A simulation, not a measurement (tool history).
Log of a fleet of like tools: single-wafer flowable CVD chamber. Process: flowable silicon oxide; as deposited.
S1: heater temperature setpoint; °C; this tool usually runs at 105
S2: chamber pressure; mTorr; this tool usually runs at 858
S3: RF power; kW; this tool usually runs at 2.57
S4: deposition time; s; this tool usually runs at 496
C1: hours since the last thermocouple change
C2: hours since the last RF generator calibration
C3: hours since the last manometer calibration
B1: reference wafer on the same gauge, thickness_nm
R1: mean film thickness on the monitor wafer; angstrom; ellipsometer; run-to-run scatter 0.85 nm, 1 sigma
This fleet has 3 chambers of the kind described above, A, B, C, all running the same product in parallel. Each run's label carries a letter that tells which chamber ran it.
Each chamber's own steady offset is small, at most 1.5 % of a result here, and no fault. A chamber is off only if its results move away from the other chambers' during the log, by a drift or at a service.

run   hour   S1   S2    S3   S4      C1      C2     C3      B1      R1
       0.6  -- chamber C: capacitance manometer re-zeroed and calibrated
 1B    5.4  105  858  2.57  496  1673.9     446     55  238.08  2889.4
 2C     12  105  858  2.57  496     915   784.3   11.4  238.07  2944.3
 3A     20  105  858  2.57  496   942.8  1485.2  237.5  237.82  2903.5
 4B     28  105  858  2.57  496  1696.5   468.6   77.6  238.07  2887.3
 5C   36.3  105  858  2.57  496   939.3   808.6   35.7  237.96  2933.2
 6A     41  105  858  2.57  496   963.8  1506.2  258.5  238.04  2906.6
 7C   45.3  105  858  2.57  496   948.3   817.6   44.7  238.12  2940.3
 8A   49.3  105  858  2.57  496   972.1  1514.5  266.8  237.98  2906.2
 9B   55.8  105  858  2.57  496  1724.3   496.4  105.4  238.09  2884.7
10A   63.9  105  858  2.57  496   986.7  1529.1  281.4  238.11    2902
11B   71.6  105  858  2.57  496  1740.1   512.2  121.2  237.82  2897.6
12C   79.7  105  858  2.57  496   982.7     852   79.1  238.16  2946.7
13C   87.2  105  858  2.57  496   990.2   859.5   86.6  237.99  2931.6
14B   92.2  105  858  2.57  496  1760.7   532.8  141.8  237.95  2899.3
15A   98.8  105  858  2.57  496  1021.6    1564  316.3  237.91  2899.2
16A  106.4  105  858  2.57  496  1029.2  1571.6  323.9   237.8  2909.3
17C  114.5  105  858  2.57  496  1017.5   886.8  113.9  238.09  2923.8
18B    123  105  858  2.57  496  1791.5   563.6  172.6  237.93  2915.6
19A  130.5  105  858  2.57  496  1053.3  1595.7    348  238.03    2895
20B  137.2  105  858  2.57  496  1805.7   577.8  186.8   238.1  2933.9
21C  144.1  105  858  2.57  496  1047.1   916.4  143.5   238.1  2950.6
22A  148.4  105  858  2.57  496  1071.2  1613.6  365.9  237.76  2896.6
23B  154.2  105  858  2.57  496  1822.7   594.8  203.8  237.92  2917.2
24C  160.4  105  858  2.57  496  1063.4   932.7  159.8  237.85  2935.5
25B  166.1  105  858  2.57  496  1834.6   606.7  215.7  237.96  2940.2
26A  171.8  105  858  2.57  496  1094.6    1637  389.3  237.94  2902.2
27C  176.9  105  858  2.57  496  1079.9   949.2  176.3  237.96  2931.6
28C  185.1  105  858  2.57  496  1088.1   957.4  184.5  238.17  2949.9
29B  189.6  105  858  2.57  496  1858.1   630.2  239.2  237.75  2936.5
30A  195.8  105  858  2.57  496  1118.6    1661  413.3  238.19    2905
31B    201  105  858  2.57  496  1869.5   641.6  250.6   238.1  2943.1
32A  208.6  105  858  2.57  496  1131.4  1673.8  426.1  238.13  2901.2
33C  217.1  105  858  2.57  496  1120.1   989.4  216.5  238.11  2941.3
34C  220.9  105  858  2.57  496  1123.9   993.2  220.3  238.02  2925.8
35A  224.8  105  858  2.57  496  1147.6    1690  442.3     238  2909.4
36B  233.2   96  858   2.3  496  1901.7   673.8  282.8  237.89  3936.6
37A  239.8   96  858   2.3  496  1162.6    1705  457.3  238.12  3847.1
38B  247.5   96  858   2.3  496    1916   688.1  297.1  237.96  3953.8
39C  252.4  105  858  2.57  496  1155.4  1024.7  251.8  237.77  2945.5
40A    259  105  858  2.57  496  1181.8  1724.2  476.5  237.98  2904.9
41C  263.3  105  858  2.57  496  1166.3  1035.6  262.7  237.92  2939.5
42B  269.7  105  858  2.57  496  1938.2   710.3  319.3  237.91  2980.6
43C  278.3  105  858  2.57  496  1181.3  1050.6  277.7  238.08  2932.5
44A  283.6  105  858  2.57  496  1206.4  1748.8  501.1  237.99  2906.5

Which is it: a chamber that has drifted or been left off by a service, a gauge drift common to all chambers, or only each chamber's usual small offset? If a chamber is off, name it and its likeliest cause.

Chamber B drifts away from the others.
What lies behind it: wafer temperature below the value expected at the setpoint (K) = 0.962.
Not necessarily distinguishable in this log from: true pressure above the setpoint (%).

Which of the 4 candidates below, each the usual settings with something changed and its results left as question marks, puts chamber B back in line with what the other chambers give on the usual settings?
To be in line, a result may differ from the other chambers' mean on the usual settings by at most: R1 30 angstrom
45B-1  289.9  105  869   2.57  499                   ?
45B-2  289.9  106  853   2.57  495                   ?
45B-3  289.9  105  886  2.575  496                   ?
45B-4  289.9  105  858   2.17  496                   ?

The mean the other chambers reach with the usual settings: R1 2919.4 angstrom
  run      R1
45B-1  3051.6
45B-2  2859.7
45B-3  3107.6
45B-4  2912.1
45B-4 is the one that brings the chamber's results back in line with the other chambers.

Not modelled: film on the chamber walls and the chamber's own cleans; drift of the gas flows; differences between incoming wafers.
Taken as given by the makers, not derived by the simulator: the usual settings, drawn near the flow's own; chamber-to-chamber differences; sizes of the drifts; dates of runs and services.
